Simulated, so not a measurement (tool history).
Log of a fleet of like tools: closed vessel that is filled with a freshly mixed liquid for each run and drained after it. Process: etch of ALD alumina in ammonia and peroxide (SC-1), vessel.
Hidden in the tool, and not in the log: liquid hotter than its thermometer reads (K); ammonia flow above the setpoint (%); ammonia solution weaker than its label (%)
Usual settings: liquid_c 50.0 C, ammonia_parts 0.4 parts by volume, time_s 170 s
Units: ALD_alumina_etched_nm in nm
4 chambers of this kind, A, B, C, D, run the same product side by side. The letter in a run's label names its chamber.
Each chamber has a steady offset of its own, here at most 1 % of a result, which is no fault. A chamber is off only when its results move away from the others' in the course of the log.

run,hour,liquid_c,ammonia_parts,time_s,hours since the thermometer was replaced,hours since the ammonia flow meter was replaced,hours since the drum of ammonia solution was connected,"read-back film thickness of the ALD alumina reference wafer, read on the same gauge (nm)",ALD_alumina_etched_nm
1D,9.0,50.0,0.4,170,187.5,391.8,74.8,39.992,9.9600
2A,14.5,50.0,0.4,170,249.0,100.0,424.7,39.980,9.8601
3B,23.9,50.0,0.4,170,1789.8,1908.8,181.6,39.988,9.9483
4C,33.2,50.0,0.4,170,155.9,463.4,55.2,40.012,10.0460
5B,38.7,59.5,0.2,170,1804.6,1923.6,196.4,39.990,15.3400
6C,44.2,59.5,0.2,170,166.9,474.4,66.2,39.988,15.4570
7A,53.0,59.5,0.2,170,287.5,138.5,463.2,40.000,15.4920
8D,61.5,59.5,0.2,170,240.0,444.3,127.3,39.991,15.1650
9A,70.9,50.0,0.4,170,305.4,156.4,481.1,39.995,9.9181
10B,76.5,57.5,0.4,220,1842.4,1961.4,234.2,40.012,19.2070
11D,84.4,57.5,0.4,220,262.9,467.2,150.2,39.984,19.1040
12C,91.8,57.5,0.4,220,214.5,522.0,113.8,40.005,19.1000
13C,98.3,57.5,0.4,220,221.0,528.5,120.3,40.007,19.1680
# hour 100.3: chamber C: ammonia flow meter replaced
14A,107.2,50.0,0.4,170,341.7,192.7,517.4,39.990,9.8631
15B,116.2,44.0,0.4,200,1882.1,2001.1,273.9,40.000,8.2712
16D,125.0,44.0,0.4,200,303.5,507.8,190.8,39.999,8.3949
17B,129.9,44.0,0.4,200,1895.8,2014.8,287.6,39.979,8.1869
18D,137.5,44.0,0.4,200,316.0,520.3,203.3,39.990,8.4667
19C,147.1,50.0,0.4,170,269.8,46.9,169.1,39.981,10.0110
# hour 149.1: chamber B: ammonia flow meter replaced
20A,156.7,50.0,0.4,170,391.2,242.2,566.9,39.986,10.0710
21A,161.2,50.0,0.4,170,395.7,246.7,571.4,39.987,9.9755
22B,166.7,50.0,0.4,90,1932.6,17.6,324.4,39.997,5.2440
23C,175.0,50.0,0.4,90,297.7,74.8,197.0,40.004,5.3065
24D,179.3,50.0,0.4,90,357.8,562.1,245.1,39.993,5.3623
25B,186.5,50.0,0.4,90,1952.4,37.4,344.2,40.002,5.2169
26C,195.4,50.0,0.4,105,318.1,95.2,217.4,40.005,6.0541
27D,199.9,50.0,0.4,105,378.4,582.7,265.7,40.001,6.3467
28A,208.4,50.0,0.4,105,442.9,293.9,618.6,40.005,6.2013
29B,216.3,50.0,0.4,105,1982.2,67.2,374.0,39.988,6.1414
30A,223.7,50.0,0.4,170,458.2,309.2,633.9,39.986,9.9038
31D,231.7,50.0,0.4,170,410.2,614.5,297.5,40.001,10.4100
32C,236.6,50.0,0.4,170,359.3,136.4,258.6,39.989,9.9282
33A,242.2,50.0,0.4,170,476.7,327.7,652.4,40.033,9.8828

Is one chamber off against the others, does the gauge drift, or is nothing wrong? If a chamber is off, say which, and what the likeliest cause is.

Chamber D drifts away from the others.
Cause: liquid hotter than its thermometer reads (K) = 1.07.

Here are 4 candidates for chamber D's next run, each the usual settings with a change, their results left as question marks. Which one brings its results back in line with what the others give on the usual settings?
In line means no further than this from the other chambers' mean on the usual settings: ALD_alumina_etched_nm 0.3100 nm
34D-1,249.4,49.0,0.4,170,,,,,?
34D-2,249.4,50.0,0.4,180,,,,,?
34D-3,249.4,52.0,0.4,170,,,,,?
34D-4,249.4,49.0,0.4,160,,,,,?

The other chambers' mean on the usual settings: ALD_alumina_etched_nm 9.9428 nm
run,ALD_alumina_etched_nm
34D-1,9.8926
34D-2,11.0520
34D-3,11.6160
34D-4,9.3107
34D-1 brings the chamber back in line.
